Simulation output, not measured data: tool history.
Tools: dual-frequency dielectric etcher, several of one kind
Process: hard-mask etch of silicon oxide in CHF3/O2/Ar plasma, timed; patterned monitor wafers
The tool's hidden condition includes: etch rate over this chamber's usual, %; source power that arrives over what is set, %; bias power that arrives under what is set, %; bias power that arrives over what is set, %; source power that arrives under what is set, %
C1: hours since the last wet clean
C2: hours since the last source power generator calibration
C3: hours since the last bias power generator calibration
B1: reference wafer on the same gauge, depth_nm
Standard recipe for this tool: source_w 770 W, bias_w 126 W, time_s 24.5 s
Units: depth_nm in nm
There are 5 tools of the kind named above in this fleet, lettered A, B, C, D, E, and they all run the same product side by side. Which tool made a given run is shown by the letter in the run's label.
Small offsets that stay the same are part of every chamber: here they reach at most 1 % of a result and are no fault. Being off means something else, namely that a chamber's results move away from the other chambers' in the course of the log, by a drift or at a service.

Run 1C, hour 5.8: usual settings; C1 175.1; C2 728.0; C3 1402.5; B1 51.929. Result: depth_nm 47.796 nm.
Run 2D, hour 9.1: usual settings; C1 156.0; C2 2165.1; C3 2642.1; B1 51.897. Result: depth_nm 47.230 nm.
Run 3E, hour 13.9: usual settings; C1 612.4; C2 2153.0; C3 2451.7; B1 51.867. Result: depth_nm 47.695 nm.
Run 4B, hour 17.1: usual settings; C1 399.2; C2 3846.2; C3 2555.3; B1 51.894. Result: depth_nm 47.042 nm.
Run 5A, hour 22.0: usual settings but bias_w 99 W, time_s 28.0 s; C1 259.4; C2 1794.0; C3 2786.2; B1 51.850. Result: depth_nm 50.796 nm.
Run 6A, hour 25.4: usual settings but bias_w 99 W, time_s 28.0 s; C1 262.8; C2 1797.4; C3 2789.6; B1 51.897. Result: depth_nm 51.426 nm.
Run 7E, hour 31.9: usual settings but bias_w 99 W, time_s 28.0 s; C1 630.4; C2 2171.0; C3 2469.7; B1 51.934. Result: depth_nm 50.846 nm.
Run 8D, hour 35.5: usual settings but bias_w 99 W, time_s 28.0 s; C1 182.4; C2 2191.5; C3 2668.5; B1 51.920. Result: depth_nm 50.462 nm.
Run 9C, hour 40.6: usual settings but bias_w 99 W, time_s 28.0 s; C1 209.9; C2 762.8; C3 1437.3; B1 51.893. Result: depth_nm 50.672 nm.
Run 10B, hour 43.7: usual settings; C1 425.8; C2 3872.8; C3 2581.9; B1 51.976. Result: depth_nm 47.414 nm.
Run 11D, hour 47.3: usual settings; C1 194.2; C2 2203.3; C3 2680.3; B1 51.927. Result: depth_nm 47.404 nm.
Run 12A, hour 52.6: usual settings; C1 290.0; C2 1824.6; C3 2816.8; B1 51.802. Result: depth_nm 47.722 nm.
At hour 57.3: chamber E: wet clean of the chamber.
Run 13B, hour 58.3: usual settings but time_s 28.5 s; C1 440.4; C2 3887.4; C3 2596.5; B1 51.927. Result: depth_nm 54.839 nm.
At hour 61.3: chamber D: source power generator calibrated.
Run 14C, hour 61.7: usual settings but time_s 28.5 s; C1 231.0; C2 783.9; C3 1458.4; B1 51.872. Result: depth_nm 55.796 nm.
At hour 68.1: chamber B: wet clean of the chamber.
Run 15E, hour 68.6: usual settings but time_s 28.5 s; C1 11.4; C2 2207.7; C3 2506.4; B1 51.934. Result: depth_nm 55.691 nm.
Run 16D, hour 73.9: usual settings but time_s 28.5 s; C1 220.8; C2 12.6; C3 2706.9; B1 51.942. Result: depth_nm 55.435 nm.
Run 17B, hour 77.0: usual settings but time_s 28.5 s; C1 9.0; C2 3906.1; C3 2615.2; B1 51.915. Result: depth_nm 55.080 nm.
Run 18C, hour 81.0: usual settings; C1 250.3; C2 803.2; C3 1477.7; B1 51.967. Result: depth_nm 47.684 nm.
Run 19A, hour 87.5: usual settings but source_w 840 W, bias_w 111 W; C1 324.9; C2 1859.5; C3 2851.7; B1 51.883. Result: depth_nm 47.367 nm.
Run 20E, hour 92.3: usual settings but source_w 840 W, bias_w 111 W; C1 35.1; C2 2231.4; C3 2530.1; B1 51.857. Result: depth_nm 47.383 nm.
Run 21D, hour 97.8: usual settings but source_w 840 W, bias_w 111 W; C1 244.7; C2 36.5; C3 2730.8; B1 51.945. Result: depth_nm 47.189 nm.
Run 22A, hour 101.9: usual settings but source_w 840 W, bias_w 111 W; C1 339.3; C2 1873.9; C3 2866.1; B1 51.893. Result: depth_nm 47.970 nm.
At hour 105.9: chamber A: wet clean of the chamber.
Run 23E, hour 107.4: usual settings but source_w 840 W, bias_w 111 W; C1 50.2; C2 2246.5; C3 2545.2; B1 51.874. Result: depth_nm 47.357 nm.
Run 24C, hour 111.1: usual settings; C1 280.4; C2 833.3; C3 1507.8; B1 51.889. Result: depth_nm 47.773 nm.
Run 25B, hour 115.6: usual settings; C1 47.6; C2 3944.7; C3 2653.8; B1 51.923. Result: depth_nm 47.344 nm.
Run 26C, hour 121.0: usual settings; C1 290.3; C2 843.2; C3 1517.7; B1 51.857. Result: depth_nm 47.455 nm.
Run 27B, hour 124.3: usual settings; C1 56.3; C2 3953.4; C3 2662.5; B1 51.916. Result: depth_nm 47.544 nm.
Run 28E, hour 128.4: usual settings but time_s 27.0 s; C1 71.2; C2 2267.5; C3 2566.2; B1 51.942. Result: depth_nm 52.481 nm.
Run 29A, hour 134.4: usual settings but time_s 27.0 s; C1 28.5; C2 1906.4; C3 2898.6; B1 51.886. Result: depth_nm 52.954 nm.
Run 30D, hour 137.9: usual settings but time_s 27.0 s; C1 284.8; C2 76.6; C3 2770.9; B1 51.903. Result: depth_nm 52.545 nm.
Run 31B, hour 144.4: usual settings but time_s 27.0 s; C1 76.4; C2 3973.5; C3 2682.6; B1 51.906. Result: depth_nm 52.237 nm.

The same settings go to every chamber for the next run, one line per chamber below. Forecast the results for each:
Run 32A, hour 149.4: usual settings. Result: depth_nm ?.
Run 32B, hour 149.4: usual settings. Result: depth_nm ?.
Run 32C, hour 149.4: usual settings. Result: depth_nm ?.
Run 32D, hour 149.4: usual settings. Result: depth_nm ?.
Run 32E, hour 149.4: usual settings. Result: depth_nm ?.

run  depth_nm
32A    47.740
32B    47.380
32C    47.343
32D    47.393
32E    47.856
